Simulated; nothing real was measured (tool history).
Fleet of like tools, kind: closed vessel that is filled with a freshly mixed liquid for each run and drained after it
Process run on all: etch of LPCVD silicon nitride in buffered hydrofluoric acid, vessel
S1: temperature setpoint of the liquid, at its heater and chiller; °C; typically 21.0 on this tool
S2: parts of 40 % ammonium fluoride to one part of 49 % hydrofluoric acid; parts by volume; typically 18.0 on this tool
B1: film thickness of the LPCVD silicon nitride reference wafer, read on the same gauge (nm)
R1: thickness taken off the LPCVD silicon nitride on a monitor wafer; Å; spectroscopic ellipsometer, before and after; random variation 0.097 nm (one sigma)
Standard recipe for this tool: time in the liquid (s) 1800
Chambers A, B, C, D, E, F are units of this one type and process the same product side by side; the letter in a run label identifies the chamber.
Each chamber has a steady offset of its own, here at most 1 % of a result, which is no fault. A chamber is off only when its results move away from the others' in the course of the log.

run 1A hour=12.6 | S1=21.0 S2=18.0 time_in_the_liquid_(s)=1800 | B1=29.982 | R1=108.000
run 2E hour=24.8 | S1=21.0 S2=18.0 time_in_the_liquid_(s)=1800 | B1=30.031 | R1=107.930
-- hour=25.1 chamber F: hydrofluoric acid flow meter replaced
run 3C hour=37.8 | S1=21.0 S2=18.0 time_in_the_liquid_(s)=1800 | B1=30.000 | R1=111.090
run 4F hour=50.0 | S1=21.0 S2=18.0 time_in_the_liquid_(s)=1800 | B1=30.018 | R1=108.990
run 5B hour=59.7 | S1=21.0 S2=18.0 time_in_the_liquid_(s)=1800 | B1=29.955 | R1=108.290
run 6D hour=71.2 | S1=21.0 S2=18.0 time_in_the_liquid_(s)=1800 | B1=30.003 | R1=109.140
run 7F hour=80.3 | S1=21.0 S2=18.0 time_in_the_liquid_(s)=1800 | B1=30.024 | R1=108.570
-- hour=85.0 chamber B: thermometer replaced
run 8A hour=90.6 | S1=21.0 S2=18.0 time_in_the_liquid_(s)=1800 | B1=30.022 | R1=108.420
run 9B hour=103.6 | S1=21.0 S2=18.0 time_in_the_liquid_(s)=1800 | B1=29.992 | R1=110.450
run 10D hour=110.3 | S1=21.0 S2=18.0 time_in_the_liquid_(s)=1800 | B1=29.984 | R1=108.750
run 11E hour=123.2 | S1=21.0 S2=18.0 time_in_the_liquid_(s)=1800 | B1=30.025 | R1=106.930
run 12C hour=131.7 | S1=21.0 S2=18.0 time_in_the_liquid_(s)=1800 | B1=29.971 | R1=108.700
run 13A hour=144.3 | S1=21.0 S2=18.0 time_in_the_liquid_(s)=1800 | B1=30.010 | R1=107.350
run 14E hour=155.5 | S1=21.0 S2=18.0 time_in_the_liquid_(s)=1800 | B1=29.957 | R1=108.220
run 15B hour=162.3 | S1=21.0 S2=18.0 time_in_the_liquid_(s)=1800 | B1=29.979 | R1=107.370
run 16F hour=168.9 | S1=21.0 S2=18.0 time_in_the_liquid_(s)=1800 | B1=29.965 | R1=108.290
run 17C hour=178.3 | S1=21.0 S2=18.0 time_in_the_liquid_(s)=1800 | B1=30.000 | R1=106.100
run 18D hour=190.3 | S1=21.0 S2=18.0 time_in_the_liquid_(s)=1800 | B1=30.002 | R1=107.580
run 19C hour=202.7 | S1=21.0 S2=18.0 time_in_the_liquid_(s)=1800 | B1=30.007 | R1=105.950
-- hour=212.7 chamber D: thermometer replaced
run 20F hour=214.3 | S1=21.0 S2=18.0 time_in_the_liquid_(s)=1800 | B1=30.021 | R1=108.440
run 21A hour=223.9 | S1=21.0 S2=18.0 time_in_the_liquid_(s)=1800 | B1=30.001 | R1=109.040
run 22D hour=230.2 | S1=23.5 S2=18.0 time_in_the_liquid_(s)=1800 | B1=29.947 | R1=123.360
run 23B hour=239.9 | S1=23.5 S2=18.0 time_in_the_liquid_(s)=1800 | B1=30.044 | R1=123.760
run 24E hour=246.3 | S1=23.5 S2=18.0 time_in_the_liquid_(s)=1800 | B1=30.014 | R1=124.050
run 25C hour=260.2 | S1=23.5 S2=18.0 time_in_the_liquid_(s)=1800 | B1=29.998 | R1=119.960
run 26F hour=270.0 | S1=23.5 S2=18.0 time_in_the_liquid_(s)=1800 | B1=30.008 | R1=125.980
run 27E hour=276.6 | S1=23.5 S2=18.0 time_in_the_liquid_(s)=1800 | B1=30.040 | R1=123.430
run 28A hour=285.1 | S1=21.0 S2=18.0 time_in_the_liquid_(s)=1800 | B1=29.994 | R1=107.670
run 29D hour=294.2 | S1=21.0 S2=18.0 time_in_the_liquid_(s)=1800 | B1=30.031 | R1=108.040
run 30B hour=306.8 | S1=19.0 S2=14.5 time_in_the_liquid_(s)=1800 | B1=29.991 | R1=120.470
run 31F hour=314.2 | S1=19.0 S2=14.5 time_in_the_liquid_(s)=1800 | B1=30.051 | R1=119.490
run 32B hour=326.5 | S1=19.0 S2=14.5 time_in_the_liquid_(s)=1800 | B1=30.038 | R1=119.910
-- hour=334.8 chamber B: hydrofluoric acid flow meter replaced
run 33D hour=340.8 | S1=19.0 S2=14.5 time_in_the_liquid_(s)=1800 | B1=30.006 | R1=119.330
run 34C hour=351.2 | S1=19.0 S2=14.5 time_in_the_liquid_(s)=1800 | B1=30.034 | R1=111.010
run 35A hour=357.5 | S1=19.0 S2=14.5 time_in_the_liquid_(s)=1800 | B1=29.998 | R1=118.280
run 36E hour=364.5 | S1=21.0 S2=18.0 time_in_the_liquid_(s)=1800 | B1=29.985 | R1=107.670
run 37C hour=376.9 | S1=21.0 S2=18.0 time_in_the_liquid_(s)=1800 | B1=29.987 | R1=100.150
run 38B hour=389.7 | S1=21.0 S2=18.0 time_in_the_liquid_(s)=1800 | B1=29.997 | R1=108.170

Is one chamber off against the others, does the gauge drift, or is nothing wrong? If a chamber is off, say which, and what the likeliest cause is.

Little by little, chamber C moves away from the other chambers.
Most likely cause: liquid colder than its thermometer reads (K) = 1.57.
Not necessarily distinguishable in this log from: hydrofluoric acid flow below the setpoint (%).

Below are 4 candidate recipes for chamber C's next run, each the usual settings with a change, their results shown as question marks. Which of them brings C's results back in line with what the other chambers give on the usual settings?
In-line tolerance around the mean of the other chambers on the usual settings: R1 3.400 Å
run 39C-1 hour=400.0 | S1=20.5 S2=18.5 time_in_the_liquid_(s)=1635 | R1=?
run 39C-2 hour=400.0 | S1=21.5 S2=17.5 time_in_the_liquid_(s)=1965 | R1=?
run 39C-3 hour=400.0 | S1=21.0 S2=17.5 time_in_the_liquid_(s)=1885 | R1=?
run 39C-4 hour=400.0 | S1=21.0 S2=18.5 time_in_the_liquid_(s)=1715 | R1=?

Other chambers, usual settings, mean: R1 108.350 Å
run=39C-1 R1=86.416
run=39C-2 R1=116.100
run=39C-3 R1=108.290
run=39C-4 R1=93.238
With 39C-3, the chamber falls back in line with the rest.

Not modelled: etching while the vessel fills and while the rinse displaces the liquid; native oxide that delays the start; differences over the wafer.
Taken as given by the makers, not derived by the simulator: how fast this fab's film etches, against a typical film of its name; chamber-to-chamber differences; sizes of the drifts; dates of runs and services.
